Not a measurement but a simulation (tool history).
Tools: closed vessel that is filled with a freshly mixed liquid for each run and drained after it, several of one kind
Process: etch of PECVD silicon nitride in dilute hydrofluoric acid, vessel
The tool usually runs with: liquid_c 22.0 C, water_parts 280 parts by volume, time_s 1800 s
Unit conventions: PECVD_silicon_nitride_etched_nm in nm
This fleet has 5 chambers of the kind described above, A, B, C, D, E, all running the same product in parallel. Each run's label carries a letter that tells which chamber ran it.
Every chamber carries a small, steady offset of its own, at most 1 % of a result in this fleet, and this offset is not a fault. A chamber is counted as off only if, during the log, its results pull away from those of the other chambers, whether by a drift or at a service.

run     day  liquid_c  water_parts  time_s  read-back film thickness of the PECVD silicon nitride reference wafer, read on the same gauge (nm)  PECVD_silicon_nitride_etched_nm
 1D   0.525      22.0          280    1800                                                                                              130.00                           9.8139
      0.600  -- chamber C: thermometer replaced
 2A   0.917      22.0          280    1800                                                                                              130.01                          10.1120
 3C   1.412      22.0          280    1800                                                                                              130.01                           9.9245
 4E   1.688      22.0          280    1800                                                                                              129.96                           9.8825
 5B   2.096      22.0          280    1800                                                                                              130.00                           9.5350
 6E   2.488      22.0          280    1800                                                                                              129.98                           9.6184
 7B   2.825      22.0          280    1800                                                                                              129.97                           9.6325
 8A   3.133      22.0          280    1800                                                                                              130.07                           9.8989
 9D   3.658      22.0          280    1800                                                                                              129.98                           9.7019
10C   4.183      17.5          280    1800                                                                                              130.00                           7.3894
11A   4.421      17.5          280    1800                                                                                              129.98                           7.3823
12E   4.754      17.5          280    1800                                                                                              129.98                           7.4039
13B   5.179      17.5          280    1800                                                                                              130.01                           7.2333
14D   5.550      17.5          280    1800                                                                                              129.95                           7.5046
15C   5.796      22.0          280    1800                                                                                              129.97                           9.8490
16B   6.092      22.0          280    1800                                                                                              130.00                           9.6801
17A   6.438      22.0          280    1800                                                                                              130.03                           9.5523
18D   6.721      22.0          280    1800                                                                                              130.00                           9.7550
19C   7.079      22.0          280    1800                                                                                              130.02                           9.8788
20E   7.454      22.0          280    1800                                                                                              130.01                           9.7732
21D   7.883      22.0          280    1800                                                                                              130.01                           9.8513
22B   8.354      22.0          280    1800                                                                                              130.06                           9.7691
23E   8.642      22.0          280    1800                                                                                              129.97                           9.7352
      8.875  -- chamber E: thermometer replaced
24A   8.983      22.0          280    1800                                                                                              129.96                           9.4519
25C   9.342      22.0          280    1800                                                                                              129.99                           9.7607
26D   9.838      22.0          280    1800                                                                                              130.04                           9.9142
27A  10.146      22.0          280    1800                                                                                              130.03                           9.3745
28C  10.408      22.0          280    1800                                                                                              129.97                           9.8874
29E  10.758      22.0          280    1800                                                                                              129.96                           9.8457
30B  11.117      22.0          280    1800                                                                                              130.00                           9.6459
31A  11.496      22.0          280    1800                                                                                              130.01                           9.3821
     11.592  -- chamber C: hydrofluoric acid flow meter replaced
32E  11.842      22.0          280    1800                                                                                              129.99                           9.7714
33C  12.333      17.5          280    1800                                                                                              129.95                           7.5625
34B  12.712      17.5          280    1800                                                                                              129.99                           7.2078
35D  13.033      17.5          280    1800                                                                                              130.02                           7.3024
36A  13.492      17.5          280    1800                                                                                              129.99                           6.9023
37C  13.904      17.5          280    1800                                                                                              129.97                           7.3624
38D  14.238      22.0          280    1800                                                                                              130.00                           9.6991
39B  14.746      22.0          280    1800                                                                                              130.02                           9.5835
40E  15.062      22.0          280    1800                                                                                              130.01                           9.8546

Does one chamber stand apart from the rest, does the shared gauge drift, or is all well apart from small per-chamber offsets? Give the chamber and the most likely cause, where there is one.

Chamber A drifts away from the others.
Most likely cause: liquid colder than its thermometer reads (K) = 1.33.
With only this log, it may be confused with: hydrofluoric acid flow below the setpoint (%).

Which of the 4 candidates below, each the usual settings with something changed and its results left as question marks, puts chamber A back in line with what the other chambers give on the usual settings?
In line means no further than this from the other chambers' mean on the usual settings: PECVD_silicon_nitride_etched_nm 0.3300 nm
41A-1  15.442      20.0          280    1800                                                                                                                                    ?
41A-2  15.442      21.0          280    1800                                                                                                                                    ?
41A-3  15.442      22.5          265    1800                                                                                                                                    ?
41A-4  15.442      22.0          280    2040                                                                                                                                    ?

The other chambers' mean on the usual settings: PECVD_silicon_nitride_etched_nm 9.7776 nm
  run  PECVD_silicon_nitride_etched_nm
41A-1                           8.0093
41A-2                           8.5367
41A-3                           9.9047
41A-4                          10.2990
The answer is 41A-3, which returns the chamber to within the allowed miss of the others.

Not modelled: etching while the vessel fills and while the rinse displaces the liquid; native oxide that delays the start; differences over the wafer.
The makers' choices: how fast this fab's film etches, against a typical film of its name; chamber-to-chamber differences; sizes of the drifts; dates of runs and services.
